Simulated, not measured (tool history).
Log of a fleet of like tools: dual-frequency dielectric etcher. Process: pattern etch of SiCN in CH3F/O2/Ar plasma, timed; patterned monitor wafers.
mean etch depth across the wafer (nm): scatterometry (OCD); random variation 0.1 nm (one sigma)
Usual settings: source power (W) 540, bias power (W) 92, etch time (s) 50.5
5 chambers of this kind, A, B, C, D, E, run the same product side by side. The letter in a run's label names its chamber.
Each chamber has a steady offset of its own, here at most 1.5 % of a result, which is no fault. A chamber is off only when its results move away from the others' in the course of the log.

run	hour	source power (W)	bias power (W)	etch time (s)	hours since the last wet clean	hours since the last source power generator calibration	hours since the last bias power generator calibration	read-back reference wafer on the same gauge, depth_nm	mean etch depth across the wafer (nm)
1A	12.9	540	92	50.5	499.3	1769.8	712.8	25.099	23.1
# hour 21: chamber A: source power generator calibrated
2E	21.2	540	92	50.5	320.8	216.8	2212.9	25.075	23.052
# hour 31.7: chamber A: wet clean of the chamber
3C	34.4	540	92	50.5	155.9	2289.9	392.7	25.109	22.826
4B	42.4	540	92	50.5	331.5	765.5	1085.2	25.096	23.216
5D	49	540	92	50.5	211.7	3449	1073.3	25.094	23.367
6D	63.4	540	92	50.5	226.1	3463.4	1087.7	25.095	23.121
7E	70	540	92	50.5	369.6	265.6	2261.7	25.1	23.078
8A	84.6	640	92	50.5	53	63.6	784.5	25.107	24.859
9B	96.5	640	92	50.5	385.6	819.6	1139.3	25.102	24.841
10C	107.4	640	92	50.5	228.9	2362.9	465.7	25.11	24.407
11D	114.3	640	92	50.5	277	3514.3	1138.6	25.105	24.821
12B	128.1	640	92	50.5	417.2	851.2	1170.9	25.108	24.862
13A	141.3	540	113	37.5	109.7	120.3	841.2	25.094	18.672
14C	150.4	540	113	37.5	271.9	2405.9	508.7	25.091	18.325
15E	158.5	540	113	37.5	458.1	354.1	2350.2	25.115	18.513
16B	168.4	540	113	37.5	457.5	891.5	1211.2	25.107	18.651
17D	179.8	540	113	37.5	342.5	3579.8	1204.1	25.131	18.685
18A	186.3	650	92	63.5	154.7	165.3	886.2	25.073	31.254
19C	201.1	650	92	63.5	322.6	2456.6	559.4	25.125	30.852
20E	209.2	650	92	63.5	508.8	404.8	2400.9	25.108	31.249
# hour 210.5: chamber D: wet clean of the chamber
# hour 216: chamber E: wet clean of the chamber
21B	217.9	650	92	63.5	507	941	1260.7	25.095	31.208
22C	226.6	650	92	63.5	348.1	2482.1	584.9	25.125	30.894
# hour 232.4: chamber D: source power generator calibrated
23E	234.8	540	92	50.5	18.9	430.4	2426.5	25.101	23.217
24A	244.8	540	92	50.5	213.2	223.8	944.7	25.111	23.081
25D	251.2	540	92	50.5	40.8	18.9	1275.5	25.101	23.454
26A	264.5	540	92	50.5	232.9	243.5	964.4	25.089	23.205
27C	278.4	540	92	50.5	399.9	2533.9	636.7	25.116	22.964
28B	293.1	540	92	50.5	582.2	1016.2	1335.9	25.096	23.472
29D	299.5	540	92	50.5	89.1	67.2	1323.8	25.092	23.57
30E	314	540	92	50.5	98.1	509.6	2505.7	25.081	23.212
31C	327	540	92	61	448.5	2582.5	685.3	25.093	27.677
32E	334.9	540	92	61	119	530.5	2526.6	25.112	27.91
33B	349.3	540	92	61	638.4	1072.4	1392.1	25.122	28.113
34D	357.4	540	92	61	147	125.1	1381.7	25.117	27.96
35A	366.1	540	92	61	334.5	345.1	1066	25.087	28.054

All 5 chambers run these settings next. Forecast each chamber's results:
36A	376.7	540	75	50.5					?
36B	376.7	540	75	50.5					?
36C	376.7	540	75	50.5					?
36D	376.7	540	75	50.5					?
36E	376.7	540	75	50.5					?

run	mean etch depth across the wafer (nm)
36A	21.565
36B	21.603
36C	21.333
36D	21.934
36E	21.602

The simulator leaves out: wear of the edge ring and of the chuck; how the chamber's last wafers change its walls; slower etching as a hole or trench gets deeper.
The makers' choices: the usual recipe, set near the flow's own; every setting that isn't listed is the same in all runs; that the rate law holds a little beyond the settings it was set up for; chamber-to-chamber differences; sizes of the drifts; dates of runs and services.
